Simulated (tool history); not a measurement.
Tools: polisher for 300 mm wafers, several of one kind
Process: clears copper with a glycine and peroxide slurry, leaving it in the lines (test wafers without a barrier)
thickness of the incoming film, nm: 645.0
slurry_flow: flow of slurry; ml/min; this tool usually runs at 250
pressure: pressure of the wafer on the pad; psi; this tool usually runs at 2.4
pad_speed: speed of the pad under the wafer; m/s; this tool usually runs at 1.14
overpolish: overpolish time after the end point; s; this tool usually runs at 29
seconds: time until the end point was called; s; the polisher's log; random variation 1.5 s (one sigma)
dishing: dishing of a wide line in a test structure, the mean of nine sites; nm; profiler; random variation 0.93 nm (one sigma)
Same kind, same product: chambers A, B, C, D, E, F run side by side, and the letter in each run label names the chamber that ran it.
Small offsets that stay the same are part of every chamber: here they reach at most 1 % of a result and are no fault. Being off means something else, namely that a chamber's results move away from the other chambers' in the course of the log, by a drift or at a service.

run   hour  slurry_flow  pressure  pad_speed  overpolish  wafers polished on this pad  hours since the slurry nozzle was cleaned  hours since the head pressure was calibrated  seconds  dishing
 1B    5.9          250       2.4       1.14          29                          122                                       51.2                                         111.8  114.830   64.241
       8.2  -- chamber C: worn pad replaced by a new one
      12.8  -- chamber E: slurry nozzle cleaned
 2F   14.1          250       2.4       1.14          29                          249                                      771.4                                         752.8  111.480   64.284
 3C   24.5          250       2.4       1.14          29                          133                                      199.6                                         244.0  112.790   63.512
 4D   31.5          250       2.4       1.14          29                          289                                      177.5                                        1126.1  118.310   64.325
 5E   42.5          250       2.4       1.14          29                          355                                       29.8                                         303.0  110.860   65.048
 6A   49.9          250       2.4       1.14          29                          737                                      459.4                                         315.0  115.240   64.887
 7E   55.9          250       2.4       1.14          29                          465                                       43.2                                         316.4  117.260   63.432
 8F   65.5          250       2.4       1.14          29                          668                                      822.8                                         804.2  115.190   64.495
 9D   75.8          250       2.4       1.14          29                          651                                      221.8                                        1170.4  113.460   63.209
      76.2  -- chamber B: worn pad replaced by a new one
      82.3  -- chamber E: worn pad replaced by a new one
10B   86.9          250       2.4       1.14          29                           87                                      132.2                                         192.8  113.550   63.405
      94.3  -- chamber F: slurry nozzle cleaned
11A   96.7          250       2.4       1.14          29                         1119                                      506.2                                         361.8  112.310   64.420
     102.4  -- chamber A: slurry nozzle cleaned
12C  105.9          325       3.1       1.14          29                          797                                      281.0                                         325.4   87.564   70.005
13B  113.3          325       3.1       1.14          29                          303                                      158.6                                         219.2   89.283   71.780
     115.6  -- chamber C: worn pad replaced by a new one
14D  119.4          325       3.1       1.14          29                         1007                                      265.4                                        1214.0   90.650   73.421
15E  126.9          325       3.1       1.14          29                          364                                      114.2                                         387.4   91.405   70.672
     130.5  -- chamber A: worn pad replaced by a new one
16F  136.5          325       3.1       1.14          29                         1248                                       42.2                                         875.2   92.367   71.017
17A  142.4          325       3.1       1.14          29                           97                                       40.0                                         407.5   86.347   71.611
18C  148.4          250       2.4       1.14          29                          268                                      323.5                                         367.9  111.180   64.301
19A  155.9          250       2.4       1.14          29                          207                                       53.5                                         421.0  111.830   63.675
20B  160.9          250       2.4       1.14          29                          692                                      206.2                                         266.8  112.980   64.487
     163.7  -- chamber E: worn pad replaced by a new one
     170.8  -- chamber B: worn pad replaced by a new one
21C  171.3          250       2.4       1.14          29                          455                                      346.4                                         390.8  112.330   63.180
22E  176.5          205       2.4       0.86          29                          104                                      163.8                                         437.0  147.830   58.893
23F  181.9          205       2.4       0.86          29                         1619                                       87.6                                         920.6  152.690   57.897
     187.0  -- chamber D: worn pad replaced by a new one
24D  188.4          205       2.4       0.86          29                           11                                      334.4                                        1283.0  146.450   58.066
25C  197.2          205       2.4       0.86          29                          667                                      372.3                                         416.7  143.120   59.001
     202.8  -- chamber B: slurry nozzle cleaned
26B  206.5          205       2.4       0.86          29                          292                                        3.7                                         312.4  145.860   58.736
27F  216.4          205       2.4       0.86          29                         1900                                      122.1                                         955.1  157.540   57.423
28E  225.8          250       2.4       1.14          29                          507                                      213.1                                         486.3  112.800   62.924
     230.7  -- chamber C: worn pad replaced by a new one
29D  233.5          250       2.7       1.14          35                          380                                      379.5                                        1328.1  107.810   72.150
30A  240.1          250       2.7       1.14          35                          895                                      137.7                                         505.2  100.960   71.863
     243.7  -- chamber E: worn pad replaced by a new one
31A  244.8          250       2.7       1.14          35                          933                                      142.4                                         509.9  104.880   72.392
32B  252.0          250       2.7       1.14          35                          663                                       49.2                                         357.9  101.660   70.046
33E  258.6          250       2.7       1.14          35                          121                                      245.9                                         519.1  105.770   71.902
34D  263.4          250       2.7       1.14          35                          624                                      409.4                                        1358.0  102.650   70.917
35C  269.6          250       2.4       1.14          29                          318                                      444.7                                         489.1  110.270   63.598
36F  279.4          250       2.4       1.14          29                         2415                                      185.1                                        1018.1  122.070   63.605
37E  288.8          250       2.4       1.14          29                          368                                      276.1                                         549.3  116.220   62.558
38C  294.5          250       2.4       1.42          41                          521                                      469.6                                         514.0   92.293   72.746

Read the log: is a single chamber off, either drifting away or since a service, is the gauge that measures every chamber drifting, or is nothing wrong beyond small per-chamber offsets? Name any odd chamber and what most likely caused it.

Chamber F drifts away from the others.
What lies behind it: removal rate lost through wear of the pad, % = 6.76.
It could be hard to tell apart here from: head's pressure below its setpoint, %.

Chamber F could run next with any of the 4 candidate recipes listed below; each alters the usual settings, and their results appear as question marks. Which one brings its results back in line with what the other chambers deliver on the usual settings?
Maximum distance from the other chambers' mean on the usual settings for a result to count as in line: seconds 5.200 s; dishing 3.300 nm
39F-1  302.4          255       2.6       1.26          29                                                                                                                              ?        ?
39F-2  302.4          250       2.3       1.08          29                                                                                                                              ?        ?
39F-3  302.4          250       2.5       1.20          29                                                                                                                              ?        ?
39F-4  302.4          245       2.2       1.02          29                                                                                                                              ?        ?

Average result of the remaining chambers running the usual settings: seconds 113.430 s; dishing 64.167 nm
  run  seconds  dishing
39F-1  104.390   66.450
39F-2  131.620   60.483
39F-3  112.660   64.555
39F-4  143.100   58.206
It is 39F-3 that realigns the chamber with its peers.
